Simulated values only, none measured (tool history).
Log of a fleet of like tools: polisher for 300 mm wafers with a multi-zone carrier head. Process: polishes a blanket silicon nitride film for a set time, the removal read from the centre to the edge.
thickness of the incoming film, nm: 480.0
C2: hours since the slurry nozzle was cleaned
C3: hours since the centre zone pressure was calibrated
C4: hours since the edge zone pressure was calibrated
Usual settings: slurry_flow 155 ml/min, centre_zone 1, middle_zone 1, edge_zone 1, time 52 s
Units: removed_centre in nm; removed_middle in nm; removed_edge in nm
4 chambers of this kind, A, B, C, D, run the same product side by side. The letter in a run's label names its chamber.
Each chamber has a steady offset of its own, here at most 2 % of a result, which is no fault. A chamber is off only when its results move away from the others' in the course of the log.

{"run": "1C", "hour": 4.5, "slurry_flow": 155, "centre_zone": 1, "middle_zone": 1, "edge_zone": 1, "time": 52, "wafers polished on this pad": 791, "C2": 14.3, "C3": 368.4, "C4": 253, "removed_centre": 98.5, "removed_middle": 96.356, "removed_edge": 96.997}
{"run": "2B", "hour": 11.1, "slurry_flow": 155, "centre_zone": 1, "middle_zone": 1, "edge_zone": 1, "time": 52, "wafers polished on this pad": 740, "C2": 77.5, "C3": 371.7, "C4": 925.9, "removed_centre": 100.95, "removed_middle": 96.949, "removed_edge": 99.486}
{"run": "3D", "hour": 14.3, "slurry_flow": 155, "centre_zone": 1, "middle_zone": 1, "edge_zone": 1, "time": 52, "wafers polished on this pad": 260, "C2": 337.9, "C3": 76.5, "C4": 476, "removed_centre": 98.612, "removed_middle": 96.864, "removed_edge": 98.325}
{"hour": 14.9, "done": "chamber C: worn pad replaced by a new one"}
{"run": "4A", "hour": 18.0, "slurry_flow": 155, "centre_zone": 1, "middle_zone": 1, "edge_zone": 1, "time": 52, "wafers polished on this pad": 728, "C2": 430.9, "C3": 1073.9, "C4": 805.5, "removed_centre": 96.437, "removed_middle": 99.381, "removed_edge": 98.318}
{"run": "5D", "hour": 22.6, "slurry_flow": 155, "centre_zone": 1, "middle_zone": 1, "edge_zone": 1, "time": 52, "wafers polished on this pad": 349, "C2": 346.2, "C3": 84.8, "C4": 484.3, "removed_centre": 98.509, "removed_middle": 97.692, "removed_edge": 98.031}
{"run": "6C", "hour": 28.0, "slurry_flow": 155, "centre_zone": 1, "middle_zone": 1, "edge_zone": 1, "time": 67, "wafers polished on this pad": 140, "C2": 37.8, "C3": 391.9, "C4": 276.5, "removed_centre": 127.35, "removed_middle": 124.8, "removed_edge": 126.98}
{"run": "7B", "hour": 32.3, "slurry_flow": 155, "centre_zone": 1, "middle_zone": 1, "edge_zone": 1, "time": 67, "wafers polished on this pad": 967, "C2": 98.7, "C3": 392.9, "C4": 947.1, "removed_centre": 131.69, "removed_middle": 128.09, "removed_edge": 128.21}
{"hour": 36.3, "done": "chamber B: worn pad replaced by a new one"}
{"run": "8A", "hour": 36.3, "slurry_flow": 155, "centre_zone": 1, "middle_zone": 1, "edge_zone": 1, "time": 67, "wafers polished on this pad": 924, "C2": 449.2, "C3": 1092.2, "C4": 823.8, "removed_centre": 125.78, "removed_middle": 126.38, "removed_edge": 125.72}
{"run": "9A", "hour": 41.4, "slurry_flow": 155, "centre_zone": 1, "middle_zone": 1, "edge_zone": 1, "time": 67, "wafers polished on this pad": 979, "C2": 454.3, "C3": 1097.3, "C4": 828.9, "removed_centre": 123.13, "removed_middle": 123.96, "removed_edge": 126.5}
{"hour": 43.4, "done": "chamber A: worn pad replaced by a new one"}
{"run": "10B", "hour": 44.7, "slurry_flow": 155, "centre_zone": 1, "middle_zone": 1, "edge_zone": 1, "time": 52, "wafers polished on this pad": 90, "C2": 111.1, "C3": 405.3, "C4": 959.5, "removed_centre": 100.36, "removed_middle": 100, "removed_edge": 100.67}
{"hour": 48.7, "done": "chamber D: worn pad replaced by a new one"}
{"hour": 51.0, "done": "chamber D: edge zone pressure recalibrated"}
{"hour": 51.0, "done": "chamber A: slurry nozzle cleaned"}
{"run": "11C", "hour": 51.3, "slurry_flow": 155, "centre_zone": 1, "middle_zone": 1, "edge_zone": 1, "time": 52, "wafers polished on this pad": 390, "C2": 61.1, "C3": 415.2, "C4": 299.8, "removed_centre": 98.193, "removed_middle": 94.874, "removed_edge": 97.714}
{"run": "12D", "hour": 55.4, "slurry_flow": 155, "centre_zone": 1, "middle_zone": 1, "edge_zone": 1, "time": 52, "wafers polished on this pad": 72, "C2": 379, "C3": 117.6, "C4": 4.5, "removed_centre": 98.985, "removed_middle": 99.51, "removed_edge": 98.202}
{"hour": 57.4, "done": "chamber A: edge zone pressure recalibrated"}
{"run": "13C", "hour": 59.0, "slurry_flow": 155, "centre_zone": 1, "middle_zone": 0.95, "edge_zone": 1, "time": 52, "wafers polished on this pad": 472, "C2": 68.8, "C3": 422.9, "C4": 307.5, "removed_centre": 97.626, "removed_middle": 94.773, "removed_edge": 98.743}
{"hour": 59.3, "done": "chamber A: centre zone pressure recalibrated"}
{"run": "14D", "hour": 64.9, "slurry_flow": 155, "centre_zone": 1, "middle_zone": 0.95, "edge_zone": 1, "time": 52, "wafers polished on this pad": 174, "C2": 388.5, "C3": 127.1, "C4": 14, "removed_centre": 98.398, "removed_middle": 95.112, "removed_edge": 99.484}
{"run": "15B", "hour": 70.0, "slurry_flow": 155, "centre_zone": 1, "middle_zone": 0.95, "edge_zone": 1, "time": 52, "wafers polished on this pad": 361, "C2": 136.4, "C3": 430.6, "C4": 984.8, "removed_centre": 98.569, "removed_middle": 94.69, "removed_edge": 100.02}
{"run": "16A", "hour": 75.0, "slurry_flow": 155, "centre_zone": 1, "middle_zone": 0.95, "edge_zone": 1, "time": 52, "wafers polished on this pad": 338, "C2": 24, "C3": 15.7, "C4": 17.6, "removed_centre": 90.749, "removed_middle": 92.973, "removed_edge": 98.905}
{"run": "17D", "hour": 79.6, "slurry_flow": 185, "centre_zone": 1, "middle_zone": 1, "edge_zone": 1, "time": 52, "wafers polished on this pad": 331, "C2": 403.2, "C3": 141.8, "C4": 28.7, "removed_centre": 101.93, "removed_middle": 99.321, "removed_edge": 101.29}
{"run": "18C", "hour": 83.3, "slurry_flow": 185, "centre_zone": 1, "middle_zone": 1, "edge_zone": 1, "time": 52, "wafers polished on this pad": 732, "C2": 93.1, "C3": 447.2, "C4": 331.8, "removed_centre": 100.73, "removed_middle": 100.67, "removed_edge": 99.569}
{"run": "19A", "hour": 88.5, "slurry_flow": 185, "centre_zone": 1, "middle_zone": 1, "edge_zone": 1, "time": 52, "wafers polished on this pad": 483, "C2": 37.5, "C3": 29.2, "C4": 31.1, "removed_centre": 95.244, "removed_middle": 102.49, "removed_edge": 101.45}
{"run": "20B", "hour": 92.6, "slurry_flow": 185, "centre_zone": 1, "middle_zone": 1, "edge_zone": 1, "time": 52, "wafers polished on this pad": 602, "C2": 159, "C3": 453.2, "C4": 1007.4, "removed_centre": 104.89, "removed_middle": 102.07, "removed_edge": 100.99}
{"run": "21A", "hour": 96.3, "slurry_flow": 155, "centre_zone": 1, "middle_zone": 1, "edge_zone": 1, "time": 52, "wafers polished on this pad": 566, "C2": 45.3, "C3": 37, "C4": 38.9, "removed_centre": 89.438, "removed_middle": 99.76, "removed_edge": 98.234}
{"run": "22B", "hour": 100.9, "slurry_flow": 155, "centre_zone": 1, "middle_zone": 1, "edge_zone": 1, "time": 52, "wafers polished on this pad": 691, "C2": 167.3, "C3": 461.5, "C4": 1015.7, "removed_centre": 100.45, "removed_middle": 100.45, "removed_edge": 98.665}
{"hour": 103.8, "done": "chamber C: worn pad replaced by a new one"}
{"run": "23C", "hour": 105.5, "slurry_flow": 155, "centre_zone": 1, "middle_zone": 1, "edge_zone": 1, "time": 52, "wafers polished on this pad": 19, "C2": 115.3, "C3": 469.4, "C4": 354, "removed_centre": 97.885, "removed_middle": 99.207, "removed_edge": 98.857}
{"hour": 112.0, "done": "chamber D: worn pad replaced by a new one"}
{"run": "24D", "hour": 112.2, "slurry_flow": 155, "centre_zone": 1, "middle_zone": 1, "edge_zone": 1, "time": 52, "wafers polished on this pad": 2, "C2": 435.8, "C3": 174.4, "C4": 61.3, "removed_centre": 98.467, "removed_middle": 100.11, "removed_edge": 99.344}
{"run": "25D", "hour": 117.5, "slurry_flow": 155, "centre_zone": 1, "middle_zone": 1, "edge_zone": 1, "time": 52, "wafers polished on this pad": 59, "C2": 441.1, "C3": 179.7, "C4": 66.6, "removed_centre": 99.643, "removed_middle": 99.861, "removed_edge": 98.169}
{"run": "26C", "hour": 120.4, "slurry_flow": 115, "centre_zone": 1, "middle_zone": 1, "edge_zone": 1, "time": 52, "wafers polished on this pad": 178, "C2": 130.2, "C3": 484.3, "C4": 368.9, "removed_centre": 89.316, "removed_middle": 90.649, "removed_edge": 94.092}
{"run": "27B", "hour": 125.8, "slurry_flow": 115, "centre_zone": 1, "middle_zone": 1, "edge_zone": 1, "time": 52, "wafers polished on this pad": 957, "C2": 192.2, "C3": 486.4, "C4": 1040.6, "removed_centre": 93.464, "removed_middle": 90.952, "removed_edge": 94.319}
{"run": "28A", "hour": 131.0, "slurry_flow": 115, "centre_zone": 1, "middle_zone": 1, "edge_zone": 1, "time": 52, "wafers polished on this pad": 937, "C2": 80, "C3": 71.7, "C4": 73.6, "removed_centre": 83.421, "removed_middle": 90.524, "removed_edge": 94.628}
{"run": "29D", "hour": 136.1, "slurry_flow": 115, "centre_zone": 1, "middle_zone": 1, "edge_zone": 1, "time": 52, "wafers polished on this pad": 258, "C2": 459.7, "C3": 198.3, "C4": 85.2, "removed_centre": 90.87, "removed_middle": 91.576, "removed_edge": 94.964}
{"run": "30C", "hour": 140.0, "slurry_flow": 155, "centre_zone": 1, "middle_zone": 1, "edge_zone": 1, "time": 52, "wafers polished on this pad": 387, "C2": 149.8, "C3": 503.9, "C4": 388.5, "removed_centre": 97.997, "removed_middle": 96.138, "removed_edge": 99.792}
{"hour": 141.9, "done": "chamber B: worn pad replaced by a new one"}
{"run": "31A", "hour": 145.1, "slurry_flow": 155, "centre_zone": 1, "middle_zone": 1, "edge_zone": 1, "time": 52, "wafers polished on this pad": 1088, "C2": 94.1, "C3": 85.8, "C4": 87.7, "removed_centre": 89.84, "removed_middle": 95.786, "removed_edge": 97.566}
{"run": "32B", "hour": 148.6, "slurry_flow": 155, "centre_zone": 1, "middle_zone": 1, "edge_zone": 1, "time": 52, "wafers polished on this pad": 72, "C2": 215, "C3": 509.2, "C4": 1063.4, "removed_centre": 100.26, "removed_middle": 97.368, "removed_edge": 99.034}
{"run": "33B", "hour": 152.0, "slurry_flow": 155, "centre_zone": 0.9, "middle_zone": 1, "edge_zone": 1, "time": 45, "wafers polished on this pad": 108, "C2": 218.4, "C3": 512.6, "C4": 1066.8, "removed_centre": 76.711, "removed_middle": 87.235, "removed_edge": 86.572}

Next, every chamber runs the same settings. What will each give?
{"run": "34A", "hour": 156.8, "slurry_flow": 155, "centre_zone": 0.91, "middle_zone": 1, "edge_zone": 1, "time": 52, "removed_centre": "?", "removed_middle": "?", "removed_edge": "?"}
{"run": "34B", "hour": 156.8, "slurry_flow": 155, "centre_zone": 0.91, "middle_zone": 1, "edge_zone": 1, "time": 52, "removed_centre": "?", "removed_middle": "?", "removed_edge": "?"}
{"run": "34C", "hour": 156.8, "slurry_flow": 155, "centre_zone": 0.91, "middle_zone": 1, "edge_zone": 1, "time": 52, "removed_centre": "?", "removed_middle": "?", "removed_edge": "?"}
{"run": "34D", "hour": 156.8, "slurry_flow": 155, "centre_zone": 0.91, "middle_zone": 1, "edge_zone": 1, "time": 52, "removed_centre": "?", "removed_middle": "?", "removed_edge": "?"}

run=34A removed_centre=81.177 removed_middle=98.545 removed_edge=97.689
run=34B removed_centre=89.847 removed_middle=97.441 removed_edge=98.948
run=34C removed_centre=88.336 removed_middle=97.236 removed_edge=99.649
run=34D removed_centre=88.817 removed_middle=99.739 removed_edge=99.036
